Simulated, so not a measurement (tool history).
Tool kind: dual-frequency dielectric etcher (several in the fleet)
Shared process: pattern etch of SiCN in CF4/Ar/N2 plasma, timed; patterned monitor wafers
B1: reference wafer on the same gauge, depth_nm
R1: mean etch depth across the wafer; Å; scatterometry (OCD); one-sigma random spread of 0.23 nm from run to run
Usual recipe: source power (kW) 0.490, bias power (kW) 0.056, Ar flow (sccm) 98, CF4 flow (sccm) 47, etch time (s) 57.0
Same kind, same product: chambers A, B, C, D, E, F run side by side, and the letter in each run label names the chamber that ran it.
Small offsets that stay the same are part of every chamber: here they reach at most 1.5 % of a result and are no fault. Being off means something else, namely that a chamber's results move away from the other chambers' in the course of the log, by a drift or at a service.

{"run": "1E", "hour": 3.6, "source power (kW)": 0.49, "bias power (kW)": 0.056, "Ar flow (sccm)": 98, "CF4 flow (sccm)": 47, "etch time (s)": 57.0, "B1": 52.268, "R1": 451.21}
{"run": "2D", "hour": 8.3, "source power (kW)": 0.49, "bias power (kW)": 0.056, "Ar flow (sccm)": 98, "CF4 flow (sccm)": 47, "etch time (s)": 57.0, "B1": 52.247, "R1": 454.95}
{"run": "3A", "hour": 12.5, "source power (kW)": 0.49, "bias power (kW)": 0.056, "Ar flow (sccm)": 98, "CF4 flow (sccm)": 47, "etch time (s)": 57.0, "B1": 52.182, "R1": 459.8}
{"run": "4C", "hour": 19.1, "source power (kW)": 0.49, "bias power (kW)": 0.056, "Ar flow (sccm)": 98, "CF4 flow (sccm)": 47, "etch time (s)": 57.0, "B1": 52.281, "R1": 461.79}
{"run": "5F", "hour": 24.8, "source power (kW)": 0.49, "bias power (kW)": 0.056, "Ar flow (sccm)": 98, "CF4 flow (sccm)": 47, "etch time (s)": 57.0, "B1": 52.132, "R1": 449.45}
{"run": "6B", "hour": 28.5, "source power (kW)": 0.49, "bias power (kW)": 0.056, "Ar flow (sccm)": 98, "CF4 flow (sccm)": 47, "etch time (s)": 57.0, "B1": 52.186, "R1": 455.5}
{"run": "7E", "hour": 33.6, "source power (kW)": 0.49, "bias power (kW)": 0.056, "Ar flow (sccm)": 98, "CF4 flow (sccm)": 47, "etch time (s)": 57.0, "B1": 52.212, "R1": 454.15}
{"run": "8B", "hour": 37.3, "source power (kW)": 0.49, "bias power (kW)": 0.056, "Ar flow (sccm)": 98, "CF4 flow (sccm)": 47, "etch time (s)": 57.0, "B1": 52.249, "R1": 454.75}
{"run": "9C", "hour": 41.3, "source power (kW)": 0.49, "bias power (kW)": 0.056, "Ar flow (sccm)": 98, "CF4 flow (sccm)": 47, "etch time (s)": 57.0, "B1": 52.169, "R1": 456.4}
{"run": "10D", "hour": 45.0, "source power (kW)": 0.49, "bias power (kW)": 0.056, "Ar flow (sccm)": 98, "CF4 flow (sccm)": 47, "etch time (s)": 57.0, "B1": 52.22, "R1": 458.04}
{"run": "11A", "hour": 51.1, "source power (kW)": 0.49, "bias power (kW)": 0.056, "Ar flow (sccm)": 98, "CF4 flow (sccm)": 47, "etch time (s)": 57.0, "B1": 52.221, "R1": 455.32}
{"run": "12F", "hour": 56.5, "source power (kW)": 0.49, "bias power (kW)": 0.056, "Ar flow (sccm)": 98, "CF4 flow (sccm)": 47, "etch time (s)": 57.0, "B1": 52.206, "R1": 452.53}
{"hour": 60.8, "done": "chamber D: CF4 flow controller replaced"}
{"run": "13C", "hour": 61.9, "source power (kW)": 0.49, "bias power (kW)": 0.056, "Ar flow (sccm)": 98, "CF4 flow (sccm)": 47, "etch time (s)": 57.0, "B1": 52.198, "R1": 461.6}
{"run": "14A", "hour": 65.8, "source power (kW)": 0.49, "bias power (kW)": 0.056, "Ar flow (sccm)": 98, "CF4 flow (sccm)": 47, "etch time (s)": 57.0, "B1": 52.237, "R1": 453.39}
{"run": "15E", "hour": 69.0, "source power (kW)": 0.49, "bias power (kW)": 0.056, "Ar flow (sccm)": 98, "CF4 flow (sccm)": 47, "etch time (s)": 57.0, "B1": 52.239, "R1": 453.68}
{"run": "16F", "hour": 74.6, "source power (kW)": 0.49, "bias power (kW)": 0.056, "Ar flow (sccm)": 98, "CF4 flow (sccm)": 47, "etch time (s)": 57.0, "B1": 52.242, "R1": 449.11}
{"run": "17D", "hour": 79.9, "source power (kW)": 0.49, "bias power (kW)": 0.056, "Ar flow (sccm)": 98, "CF4 flow (sccm)": 47, "etch time (s)": 57.0, "B1": 52.216, "R1": 456.87}
{"run": "18B", "hour": 86.1, "source power (kW)": 0.49, "bias power (kW)": 0.056, "Ar flow (sccm)": 98, "CF4 flow (sccm)": 47, "etch time (s)": 57.0, "B1": 52.222, "R1": 453.93}
{"run": "19B", "hour": 89.3, "source power (kW)": 0.49, "bias power (kW)": 0.056, "Ar flow (sccm)": 98, "CF4 flow (sccm)": 47, "etch time (s)": 57.0, "B1": 52.159, "R1": 453.71}
{"run": "20A", "hour": 94.7, "source power (kW)": 0.49, "bias power (kW)": 0.056, "Ar flow (sccm)": 98, "CF4 flow (sccm)": 47, "etch time (s)": 57.0, "B1": 52.178, "R1": 457.54}
{"run": "21E", "hour": 99.6, "source power (kW)": 0.49, "bias power (kW)": 0.056, "Ar flow (sccm)": 98, "CF4 flow (sccm)": 47, "etch time (s)": 57.0, "B1": 52.155, "R1": 455.8}
{"run": "22C", "hour": 105.1, "source power (kW)": 0.49, "bias power (kW)": 0.056, "Ar flow (sccm)": 98, "CF4 flow (sccm)": 47, "etch time (s)": 57.0, "B1": 52.194, "R1": 460.87}
{"run": "23F", "hour": 110.2, "source power (kW)": 0.49, "bias power (kW)": 0.056, "Ar flow (sccm)": 98, "CF4 flow (sccm)": 47, "etch time (s)": 57.0, "B1": 52.101, "R1": 448.52}
{"run": "24D", "hour": 116.6, "source power (kW)": 0.49, "bias power (kW)": 0.056, "Ar flow (sccm)": 98, "CF4 flow (sccm)": 47, "etch time (s)": 57.0, "B1": 52.191, "R1": 454.71}
{"run": "25B", "hour": 121.0, "source power (kW)": 0.49, "bias power (kW)": 0.056, "Ar flow (sccm)": 98, "CF4 flow (sccm)": 47, "etch time (s)": 57.0, "B1": 52.267, "R1": 450.06}
{"run": "26E", "hour": 127.1, "source power (kW)": 0.49, "bias power (kW)": 0.056, "Ar flow (sccm)": 98, "CF4 flow (sccm)": 47, "etch time (s)": 57.0, "B1": 52.174, "R1": 452.93}
{"run": "27A", "hour": 132.9, "source power (kW)": 0.49, "bias power (kW)": 0.056, "Ar flow (sccm)": 98, "CF4 flow (sccm)": 47, "etch time (s)": 57.0, "B1": 52.151, "R1": 455.4}
{"run": "28D", "hour": 136.1, "source power (kW)": 0.49, "bias power (kW)": 0.056, "Ar flow (sccm)": 98, "CF4 flow (sccm)": 47, "etch time (s)": 57.0, "B1": 52.246, "R1": 453.34}
{"hour": 138.8, "done": "chamber A: CF4 flow controller replaced"}
{"run": "29F", "hour": 139.5, "source power (kW)": 0.56, "bias power (kW)": 0.056, "Ar flow (sccm)": 98, "CF4 flow (sccm)": 47, "etch time (s)": 51.5, "B1": 52.176, "R1": 457.82}
{"run": "30C", "hour": 145.1, "source power (kW)": 0.56, "bias power (kW)": 0.056, "Ar flow (sccm)": 98, "CF4 flow (sccm)": 47, "etch time (s)": 51.5, "B1": 52.168, "R1": 465.76}
{"run": "31C", "hour": 149.1, "source power (kW)": 0.56, "bias power (kW)": 0.056, "Ar flow (sccm)": 98, "CF4 flow (sccm)": 47, "etch time (s)": 51.5, "B1": 52.221, "R1": 464.72}
{"run": "32F", "hour": 155.0, "source power (kW)": 0.56, "bias power (kW)": 0.056, "Ar flow (sccm)": 98, "CF4 flow (sccm)": 47, "etch time (s)": 51.5, "B1": 52.251, "R1": 461.76}
{"run": "33B", "hour": 161.4, "source power (kW)": 0.56, "bias power (kW)": 0.056, "Ar flow (sccm)": 98, "CF4 flow (sccm)": 47, "etch time (s)": 51.5, "B1": 52.194, "R1": 457.4}
{"run": "34E", "hour": 167.0, "source power (kW)": 0.56, "bias power (kW)": 0.056, "Ar flow (sccm)": 98, "CF4 flow (sccm)": 47, "etch time (s)": 51.5, "B1": 52.138, "R1": 462.33}
{"run": "35D", "hour": 171.0, "source power (kW)": 0.49, "bias power (kW)": 0.062, "Ar flow (sccm)": 118, "CF4 flow (sccm)": 47, "etch time (s)": 57.0, "B1": 52.208, "R1": 456.98}
{"run": "36A", "hour": 176.1, "source power (kW)": 0.49, "bias power (kW)": 0.062, "Ar flow (sccm)": 118, "CF4 flow (sccm)": 47, "etch time (s)": 57.0, "B1": 52.134, "R1": 456.2}
{"run": "37A", "hour": 180.6, "source power (kW)": 0.49, "bias power (kW)": 0.062, "Ar flow (sccm)": 118, "CF4 flow (sccm)": 47, "etch time (s)": 57.0, "B1": 52.199, "R1": 463.09}
{"run": "38C", "hour": 186.7, "source power (kW)": 0.49, "bias power (kW)": 0.062, "Ar flow (sccm)": 118, "CF4 flow (sccm)": 47, "etch time (s)": 57.0, "B1": 52.243, "R1": 460.32}
{"run": "39E", "hour": 190.0, "source power (kW)": 0.49, "bias power (kW)": 0.062, "Ar flow (sccm)": 118, "CF4 flow (sccm)": 47, "etch time (s)": 57.0, "B1": 52.173, "R1": 452.92}
{"hour": 194.7, "done": "chamber D: wet clean of the chamber"}
{"run": "40D", "hour": 196.3, "source power (kW)": 0.49, "bias power (kW)": 0.062, "Ar flow (sccm)": 118, "CF4 flow (sccm)": 47, "etch time (s)": 57.0, "B1": 52.206, "R1": 456.49}
{"run": "41B", "hour": 202.4, "source power (kW)": 0.49, "bias power (kW)": 0.056, "Ar flow (sccm)": 98, "CF4 flow (sccm)": 47, "etch time (s)": 57.0, "B1": 52.299, "R1": 455.23}

For the next run the whole fleet of 6 chambers uses the same settings. Give each chamber's results:
{"run": "42A", "hour": 207.1, "source power (kW)": 0.49, "bias power (kW)": 0.056, "Ar flow (sccm)": 98, "CF4 flow (sccm)": 47, "etch time (s)": 57.0, "R1": "?"}
{"run": "42B", "hour": 207.1, "source power (kW)": 0.49, "bias power (kW)": 0.056, "Ar flow (sccm)": 98, "CF4 flow (sccm)": 47, "etch time (s)": 57.0, "R1": "?"}
{"run": "42C", "hour": 207.1, "source power (kW)": 0.49, "bias power (kW)": 0.056, "Ar flow (sccm)": 98, "CF4 flow (sccm)": 47, "etch time (s)": 57.0, "R1": "?"}
{"run": "42D", "hour": 207.1, "source power (kW)": 0.49, "bias power (kW)": 0.056, "Ar flow (sccm)": 98, "CF4 flow (sccm)": 47, "etch time (s)": 57.0, "R1": "?"}
{"run": "42E", "hour": 207.1, "source power (kW)": 0.49, "bias power (kW)": 0.056, "Ar flow (sccm)": 98, "CF4 flow (sccm)": 47, "etch time (s)": 57.0, "R1": "?"}
{"run": "42F", "hour": 207.1, "source power (kW)": 0.49, "bias power (kW)": 0.056, "Ar flow (sccm)": 98, "CF4 flow (sccm)": 47, "etch time (s)": 57.0, "R1": "?"}

run=42A R1=460.52
run=42B R1=452.03
run=42C R1=462.24
run=42D R1=459.39
run=42E R1=454.42
run=42F R1=449.20
